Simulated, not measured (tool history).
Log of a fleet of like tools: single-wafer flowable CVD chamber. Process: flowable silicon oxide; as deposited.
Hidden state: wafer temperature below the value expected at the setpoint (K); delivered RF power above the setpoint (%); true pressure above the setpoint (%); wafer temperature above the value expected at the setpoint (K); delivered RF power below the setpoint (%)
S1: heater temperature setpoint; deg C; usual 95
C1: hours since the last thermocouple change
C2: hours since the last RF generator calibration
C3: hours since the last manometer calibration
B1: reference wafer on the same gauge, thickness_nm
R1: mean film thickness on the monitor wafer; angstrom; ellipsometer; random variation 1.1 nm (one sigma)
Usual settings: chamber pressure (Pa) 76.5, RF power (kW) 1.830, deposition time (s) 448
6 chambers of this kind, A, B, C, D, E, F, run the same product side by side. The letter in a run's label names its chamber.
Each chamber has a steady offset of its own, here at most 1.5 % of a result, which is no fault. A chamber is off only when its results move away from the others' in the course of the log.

Run 1C, hour 10.7: usual settings; C1 501.6; C2 441.9; C3 331.6; B1 236.85. Result: R1 1971.4 angstrom.
At hour 12.1: chamber E: thermocouple changed; heater temperature recalibrated.
Run 2B, hour 21.1: usual settings; C1 516.9; C2 332.5; C3 1596.5; B1 236.82. Result: R1 1998.4 angstrom.
Run 3D, hour 30.0: usual settings; C1 760.2; C2 536.3; C3 2141.1; B1 236.72. Result: R1 2021.0 angstrom.
Run 4E, hour 43.9: usual settings; C1 31.9; C2 904.1; C3 692.8; B1 236.72. Result: R1 2020.8 angstrom.
Run 5F, hour 53.1: usual settings; C1 177.9; C2 1679.0; C3 642.9; B1 237.33. Result: R1 1996.7 angstrom.
Run 6A, hour 66.6: usual settings; C1 276.5; C2 225.0; C3 400.1; B1 237.06. Result: R1 2004.8 angstrom.
Run 7B, hour 77.3: usual settings; C1 573.1; C2 388.7; C3 1652.7; B1 236.85. Result: R1 2030.7 angstrom.
Run 8D, hour 86.3: usual settings; C1 816.5; C2 592.6; C3 2197.4; B1 236.99. Result: R1 2000.3 angstrom.
Run 9C, hour 99.9: usual settings; C1 590.8; C2 531.1; C3 420.8; B1 237.20. Result: R1 1976.1 angstrom.
Run 10F, hour 106.7: usual settings; C1 231.5; C2 1732.6; C3 696.5; B1 237.16. Result: R1 2002.0 angstrom.
Run 11A, hour 122.2: usual settings; C1 332.1; C2 280.6; C3 455.7; B1 236.92. Result: R1 1990.0 angstrom.
Run 12E, hour 133.2: usual settings; C1 121.2; C2 993.4; C3 782.1; B1 237.19. Result: R1 2018.7 angstrom.
Run 13A, hour 148.7: usual settings; C1 358.6; C2 307.1; C3 482.2; B1 236.66. Result: R1 1994.1 angstrom.
Run 14C, hour 158.6: usual settings; C1 649.5; C2 589.8; C3 479.5; B1 236.72. Result: R1 1979.7 angstrom.
Run 15D, hour 172.0: usual settings but chamber pressure (Pa) 68.1, RF power (kW) 1.990; C1 902.2; C2 678.3; C3 2283.1; B1 237.01. Result: R1 1698.0 angstrom.
Run 16B, hour 184.6: usual settings but chamber pressure (Pa) 68.1, RF power (kW) 1.990; C1 680.4; C2 496.0; C3 1760.0; B1 237.21. Result: R1 1730.9 angstrom.
Run 17F, hour 193.2: usual settings but chamber pressure (Pa) 68.1, RF power (kW) 1.990; C1 318.0; C2 1819.1; C3 783.0; B1 237.13. Result: R1 1722.6 angstrom.
Run 18E, hour 208.4: usual settings but chamber pressure (Pa) 68.1, RF power (kW) 1.990; C1 196.4; C2 1068.6; C3 857.3; B1 236.77. Result: R1 1736.0 angstrom.
Run 19C, hour 221.8: usual settings but chamber pressure (Pa) 68.1, RF power (kW) 1.990; C1 712.7; C2 653.0; C3 542.7; B1 236.94. Result: R1 1723.7 angstrom.
At hour 227.2: chamber E: capacitance manometer re-zeroed and calibrated.
Run 20B, hour 236.7: usual settings but chamber pressure (Pa) 68.1, RF power (kW) 1.990; C1 732.5; C2 548.1; C3 1812.1; B1 237.04. Result: R1 1731.9 angstrom.
Run 21E, hour 248.3: usual settings; C1 236.3; C2 1108.5; C3 21.1; B1 236.96. Result: R1 2024.7 angstrom.
Run 22A, hour 257.9: usual settings; C1 467.8; C2 416.3; C3 591.4; B1 236.91. Result: R1 1995.7 angstrom.
Run 23D, hour 265.8: usual settings; C1 996.0; C2 772.1; C3 2376.9; B1 237.09. Result: R1 1936.1 angstrom.
Run 24F, hour 274.2: usual settings; C1 399.0; C2 1900.1; C3 864.0; B1 237.05. Result: R1 1999.0 angstrom.
Run 25E, hour 287.5: usual settings; C1 275.5; C2 1147.7; C3 60.3; B1 237.40. Result: R1 2021.4 angstrom.
Run 26D, hour 298.2: usual settings; C1 1028.4; C2 804.5; C3 2409.3; B1 236.89. Result: R1 1926.8 angstrom.
Run 27F, hour 311.2: usual settings; C1 436.0; C2 1937.1; C3 901.0; B1 236.99. Result: R1 2004.0 angstrom.
Run 28B, hour 321.1: usual settings; C1 816.9; C2 632.5; C3 1896.5; B1 236.68. Result: R1 2008.0 angstrom.
Run 29C, hour 334.9: usual settings but S1 84 deg C, RF power (kW) 1.600; C1 825.8; C2 766.1; C3 655.8; B1 237.18. Result: R1 2686.1 angstrom.
Run 30A, hour 344.4: usual settings but S1 84 deg C, RF power (kW) 1.600; C1 554.3; C2 502.8; C3 677.9; B1 237.16. Result: R1 2720.6 angstrom.
Run 31A, hour 352.2: usual settings but S1 84 deg C, RF power (kW) 1.600; C1 562.1; C2 510.6; C3 685.7; B1 236.87. Result: R1 2703.1 angstrom.
Run 32C, hour 367.0: usual settings but S1 84 deg C, RF power (kW) 1.600; C1 857.9; C2 798.2; C3 687.9; B1 237.19. Result: R1 2685.5 angstrom.
Run 33B, hour 381.2: usual settings but S1 84 deg C, RF power (kW) 1.600; C1 877.0; C2 692.6; C3 1956.6; B1 236.80. Result: R1 2732.0 angstrom.
Run 34D, hour 390.7: usual settings but S1 84 deg C, RF power (kW) 1.600; C1 1120.9; C2 897.0; C3 2501.8; B1 236.93. Result: R1 2579.3 angstrom.
Run 35E, hour 401.3: usual settings; C1 389.3; C2 1261.5; C3 174.1; B1 237.26. Result: R1 2016.2 angstrom.
Run 36F, hour 408.7: usual settings but RF power (kW) 2.015, deposition time (s) 484; C1 533.5; C2 2034.6; C3 998.5; B1 236.95. Result: R1 2192.8 angstrom.
Run 37A, hour 415.9: usual settings but RF power (kW) 2.015, deposition time (s) 484; C1 625.8; C2 574.3; C3 749.4; B1 236.81. Result: R1 2218.7 angstrom.

Next, every chamber runs the same settings. What will each give?
Run 38A, hour 427.2: usual settings but chamber pressure (Pa) 60.0. Result: R1 ?.
Run 38B, hour 427.2: usual settings but chamber pressure (Pa) 60.0. Result: R1 ?.
Run 38C, hour 427.2: usual settings but chamber pressure (Pa) 60.0. Result: R1 ?.
Run 38D, hour 427.2: usual settings but chamber pressure (Pa) 60.0. Result: R1 ?.
Run 38E, hour 427.2: usual settings but chamber pressure (Pa) 60.0. Result: R1 ?.
Run 38F, hour 427.2: usual settings but chamber pressure (Pa) 60.0. Result: R1 ?.

run      R1
38A  1418.1
38B  1404.5
38C  1392.0
38D  1342.4
38E  1412.3
38F  1387.5

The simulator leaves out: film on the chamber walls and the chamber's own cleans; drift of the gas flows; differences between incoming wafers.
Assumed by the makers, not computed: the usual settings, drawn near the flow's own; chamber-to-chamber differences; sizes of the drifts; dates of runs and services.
